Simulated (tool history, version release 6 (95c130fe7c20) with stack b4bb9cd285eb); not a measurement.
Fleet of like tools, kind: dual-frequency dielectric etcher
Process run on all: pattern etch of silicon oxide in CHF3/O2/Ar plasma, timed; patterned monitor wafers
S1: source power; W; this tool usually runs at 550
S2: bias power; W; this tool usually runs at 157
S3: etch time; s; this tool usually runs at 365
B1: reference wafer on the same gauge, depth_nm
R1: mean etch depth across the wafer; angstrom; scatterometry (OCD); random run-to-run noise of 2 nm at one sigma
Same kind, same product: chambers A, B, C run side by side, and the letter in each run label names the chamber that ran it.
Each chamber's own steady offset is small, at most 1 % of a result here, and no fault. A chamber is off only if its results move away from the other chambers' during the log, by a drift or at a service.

| run | hour | S1 | S2 | S3 | B1 | R1 |
|---|---|---|---|---|---|---|
| 1A | 4.5 | 550 | 157 | 365 | 763.12 | 6675 |
| 2B | 7.1 | 550 | 157 | 365 | 762.73 | 6615.7 |
| 3C | 9.6 | 550 | 157 | 365 | 762.84 | 6685 |
| 4B | 13.4 | 550 | 157 | 365 | 762.92 | 6635.6 |
| 5C | 17.7 | 550 | 157 | 365 | 762.76 | 6676.7 |
| 6A | 20.5 | 550 | 157 | 365 | 763.06 | 6639.1 |
| 7B | 24.5 | 550 | 157 | 365 | 762.83 | 6594.4 |
| 8A | 29.9 | 550 | 145 | 402.5 | 762.21 | 7182.2 |
| 9C | 34.3 | 550 | 145 | 402.5 | 763.37 | 7201.1 |
| 10C | 37.6 | 550 | 145 | 402.5 | 762.73 | 7141.4 |
| 11B | 41.8 | 550 | 157 | 365 | 762.99 | 6600.2 |
| 12A | 45.8 | 550 | 157 | 365 | 762.99 | 6678.8 |
|  | 46.9 | chamber A: wet clean of the chamber |
| 13A | 49.8 | 550 | 157 | 365 | 762.72 | 6836.1 |
| 14C | 53.4 | 550 | 157 | 365 | 762.92 | 6673.2 |
| 15B | 56.3 | 550 | 157 | 365 | 763.37 | 6593.1 |
| 16B | 60.6 | 550 | 157 | 365 | 762.7 | 6589.2 |
| 17C | 63.6 | 550 | 157 | 365 | 763.63 | 6636.3 |
| 18A | 68.6 | 550 | 157 | 365 | 762.56 | 6831.7 |
| 19A | 73.8 | 550 | 157 | 365 | 763.26 | 6829.2 |
| 20C | 78.4 | 550 | 138 | 450 | 763.33 | 7921 |
| 21B | 81.4 | 550 | 138 | 450 | 762.45 | 7809.8 |
| 22A | 84.4 | 550 | 138 | 450 | 762.66 | 8144 |
| 23C | 87.7 | 550 | 157 | 365 | 763.43 | 6679.6 |
| 24B | 90.9 | 550 | 157 | 365 | 763.78 | 6590.8 |
| 25C | 93.9 | 550 | 157 | 365 | 762.72 | 6652 |
| 26A | 97.5 | 550 | 157 | 365 | 762.85 | 6837.2 |
| 27B | 101.1 | 550 | 157 | 365 | 762.88 | 6591 |
| 28A | 104.8 | 550 | 157 | 365 | 763.4 | 6848.1 |
| 29B | 107.6 | 550 | 157 | 365 | 762.81 | 6604.4 |

Predict what each chamber gives when all 3 of them run the settings below next.
| 30A | 111.5 | 550 | 157 | 365 |  | ? |
| 30B | 111.5 | 550 | 157 | 365 |  | ? |
| 30C | 111.5 | 550 | 157 | 365 |  | ? |

| run | R1 |
|---|---|
| 30A | 6846 |
| 30B | 6619.6 |
| 30C | 6688.6 |
